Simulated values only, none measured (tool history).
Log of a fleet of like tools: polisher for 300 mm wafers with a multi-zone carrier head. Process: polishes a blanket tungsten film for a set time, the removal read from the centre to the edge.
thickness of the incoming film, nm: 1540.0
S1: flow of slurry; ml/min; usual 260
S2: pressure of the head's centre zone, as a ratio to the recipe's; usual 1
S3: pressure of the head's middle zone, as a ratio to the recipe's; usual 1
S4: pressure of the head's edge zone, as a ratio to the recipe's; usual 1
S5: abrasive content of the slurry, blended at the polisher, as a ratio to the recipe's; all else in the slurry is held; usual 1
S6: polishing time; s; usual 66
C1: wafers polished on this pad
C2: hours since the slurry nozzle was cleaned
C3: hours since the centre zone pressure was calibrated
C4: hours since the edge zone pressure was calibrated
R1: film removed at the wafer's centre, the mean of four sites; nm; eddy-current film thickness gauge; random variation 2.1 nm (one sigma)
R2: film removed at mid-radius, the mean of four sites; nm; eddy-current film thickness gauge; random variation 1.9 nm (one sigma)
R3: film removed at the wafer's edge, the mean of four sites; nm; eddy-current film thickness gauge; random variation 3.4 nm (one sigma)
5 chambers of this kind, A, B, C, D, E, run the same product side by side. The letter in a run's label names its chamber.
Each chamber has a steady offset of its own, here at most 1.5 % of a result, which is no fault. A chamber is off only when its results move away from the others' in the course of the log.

At day 0.042: chamber B: worn pad replaced by a new one.
At day 0.154: chamber C: worn pad replaced by a new one.
Run 1C, day 0.5: usual settings; C1 108; C2 101.2; C3 251.5; C4 314.7. Result: R1 225.64 nm, R2 225.92 nm, R3 225.61 nm.
At day 0.704: chamber D: worn pad replaced by a new one.
Run 2B, day 0.771: usual settings; C1 226; C2 72.2; C3 851.2; C4 361.3. Result: R1 229.68 nm, R2 223.19 nm, R3 230.26 nm.
Run 3E, day 1.267: usual settings; C1 971; C2 579.1; C3 395.3; C4 448.2. Result: R1 228.45 nm, R2 226.98 nm, R3 232.7 nm.
At day 1.433: chamber E: slurry nozzle cleaned.
Run 4A, day 1.679: usual settings; C1 766; C2 797.6; C3 1110.2; C4 722.9. Result: R1 229.94 nm, R2 226.71 nm, R3 228.32 nm.
Run 5D, day 2.104: usual settings; C1 433; C2 108.8; C3 857.5; C4 1029.3. Result: R1 229.01 nm, R2 225.09 nm, R3 226.84 nm.
At day 2.458: chamber B: worn pad replaced by a new one.
Run 6E, day 2.612: usual settings; C1 1387; C2 28.4; C3 427.6; C4 480.5. Result: R1 229.28 nm, R2 227.58 nm, R3 229.43 nm.
At day 2.667: chamber B: centre zone pressure recalibrated.
At day 2.721: chamber A: slurry nozzle cleaned.
At day 2.762: chamber E: worn pad replaced by a new one.
At day 2.904: chamber A: worn pad replaced by a new one.
Run 7B, day 3.104: usual settings; C1 200; C2 128.2; C3 10.5; C4 417.3. Result: R1 228.65 nm, R2 225.28 nm, R3 226.97 nm.
Run 8C, day 3.575: usual settings; C1 1058; C2 175; C3 325.3; C4 388.5. Result: R1 223.01 nm, R2 230.73 nm, R3 229.35 nm.
At day 3.588: chamber D: worn pad replaced by a new one.
At day 3.871: chamber D: edge zone pressure recalibrated.
Run 9D, day 4.042: usual settings; C1 141; C2 155.3; C3 904; C4 4.1. Result: R1 227.32 nm, R2 226.4 nm, R3 229.16 nm.
Run 10A, day 4.508: usual settings; C1 495; C2 42.9; C3 1178.1; C4 790.8. Result: R1 231.83 nm, R2 225.97 nm, R3 225.06 nm.
At day 4.812: chamber B: worn pad replaced by a new one.
Run 11D, day 4.917: usual settings; C1 412; C2 176.3; C3 925; C4 25.1. Result: R1 232.1 nm, R2 228.87 nm, R3 227.67 nm.
Run 12C, day 5.246: usual settings; C1 1574; C2 215.1; C3 365.4; C4 428.6. Result: R1 222.88 nm, R2 225.54 nm, R3 219.74 nm.
At day 5.504: chamber C: worn pad replaced by a new one.
Run 13B, day 5.783: usual settings; C1 300; C2 192.5; C3 74.8; C4 481.6. Result: R1 229.6 nm, R2 226.98 nm, R3 222.22 nm.
At day 5.788: chamber C: edge zone pressure recalibrated.
At day 5.971: chamber A: centre zone pressure recalibrated.
Run 14A, day 6.271: usual settings; C1 1040; C2 85.2; C3 7.2; C4 833.1. Result: R1 212.93 nm, R2 230.7 nm, R3 227.17 nm.
At day 6.546: chamber D: worn pad replaced by a new one.
At day 6.671: chamber A: worn pad replaced by a new one.
Run 15E, day 6.738: usual settings; C1 1229; C2 127.4; C3 526.6; C4 579.5. Result: R1 227.04 nm, R2 230.05 nm, R3 229.23 nm.
At day 6.958: chamber B: worn pad replaced by a new one.
At day 7.162: chamber E: worn pad replaced by a new one.
Run 16C, day 7.225: usual settings but S5 1.2; C1 532; C2 262.6; C3 412.9; C4 34.6. Result: R1 236.71 nm, R2 236.87 nm, R3 235.53 nm.
Run 17A, day 7.558: usual settings but S5 1.2; C1 275; C2 116.1; C3 38.1; C4 864. Result: R1 220.52 nm, R2 240.41 nm, R3 236.06 nm.
Run 18D, day 7.838: usual settings but S5 1.2; C1 400; C2 246.4; C3 995.1; C4 95.2. Result: R1 237.44 nm, R2 233.84 nm, R3 242.86 nm.
At day 8.15: chamber A: edge zone pressure recalibrated.
Run 19B, day 8.279: usual settings but S5 1.2; C1 409; C2 252.4; C3 134.7; C4 541.5. Result: R1 239.82 nm, R2 236.49 nm, R3 231.85 nm.
Run 20E, day 8.662: usual settings but S5 1.2; C1 464; C2 173.6; C3 572.8; C4 625.7. Result: R1 239.17 nm, R2 236.25 nm, R3 236.4 nm.
Run 21C, day 9.033: usual settings; C1 1091; C2 306; C3 456.3; C4 78. Result: R1 227.08 nm, R2 229.55 nm, R3 227.69 nm.
Run 22A, day 9.3: usual settings; C1 813; C2 157.9; C3 79.9; C4 27.6. Result: R1 212.06 nm, R2 230.03 nm, R3 226.45 nm.
At day 9.358: chamber B: worn pad replaced by a new one.
At day 9.554: chamber D: worn pad replaced by a new one.
Run 23B, day 9.729: usual settings but S5 0.7; C1 115; C2 287.2; C3 169.5; C4 576.3. Result: R1 213.61 nm, R2 208.91 nm, R3 210.07 nm.
Run 24E, day 9.967: usual settings but S5 0.7; C1 867; C2 204.9; C3 604.1; C4 657. Result: R1 210.61 nm, R2 209.94 nm, R3 209.28 nm.
At day 10.008: chamber A: worn pad replaced by a new one.
At day 10.05: chamber B: edge zone pressure recalibrated.
Run 25D, day 10.212: usual settings but S5 0.7; C1 204; C2 303.4; C3 1052.1; C4 152.2. Result: R1 210.97 nm, R2 207.38 nm, R3 212.42 nm.
At day 10.275: chamber C: worn pad replaced by a new one.
Run 26A, day 10.617: usual settings but S5 0.7; C1 189; C2 189.5; C3 111.5; C4 59.2. Result: R1 193.73 nm, R2 211.42 nm, R3 210.36 nm.
Run 27C, day 10.875: usual settings but S5 0.7; C1 185; C2 350.2; C3 500.5; C4 122.2. Result: R1 209.99 nm, R2 209.5 nm, R3 209.09 nm.
At day 11.3: chamber E: worn pad replaced by a new one.
Run 28B, day 11.346: usual settings; C1 614; C2 326; C3 208.3; C4 31.1. Result: R1 230.46 nm, R2 225.96 nm, R3 232.48 nm.
Run 29E, day 11.592: usual settings; C1 90; C2 243.9; C3 643.1; C4 696. Result: R1 231.13 nm, R2 228.49 nm, R3 227.58 nm.
Run 30D, day 11.95: usual settings; C1 741; C2 345.1; C3 1093.8; C4 193.9. Result: R1 229.43 nm, R2 226.33 nm, R3 231.54 nm.
Run 31C, day 12.329: usual settings; C1 635; C2 385.1; C3 535.4; C4 157.1. Result: R1 225.66 nm, R2 227.86 nm, R3 225.3 nm.

Next, every chamber runs the same settings. What will each give?
Run 32A, day 12.725: usual settings but S3 0.96. Result: R1 ?, R2 ?, R3 ?.
Run 32B, day 12.725: usual settings but S3 0.96. Result: R1 ?, R2 ?, R3 ?.
Run 32C, day 12.725: usual settings but S3 0.96. Result: R1 ?, R2 ?, R3 ?.
Run 32D, day 12.725: usual settings but S3 0.96. Result: R1 ?, R2 ?, R3 ?.
Run 32E, day 12.725: usual settings but S3 0.96. Result: R1 ?, R2 ?, R3 ?.

run      R1      R2      R3
32A  213.43  219.77  229.49
32B  227.31  216.43   225.8
32C  226.63     220  226.68
32D  224.41  215.79  223.32
32E  229.27  219.93  229.64
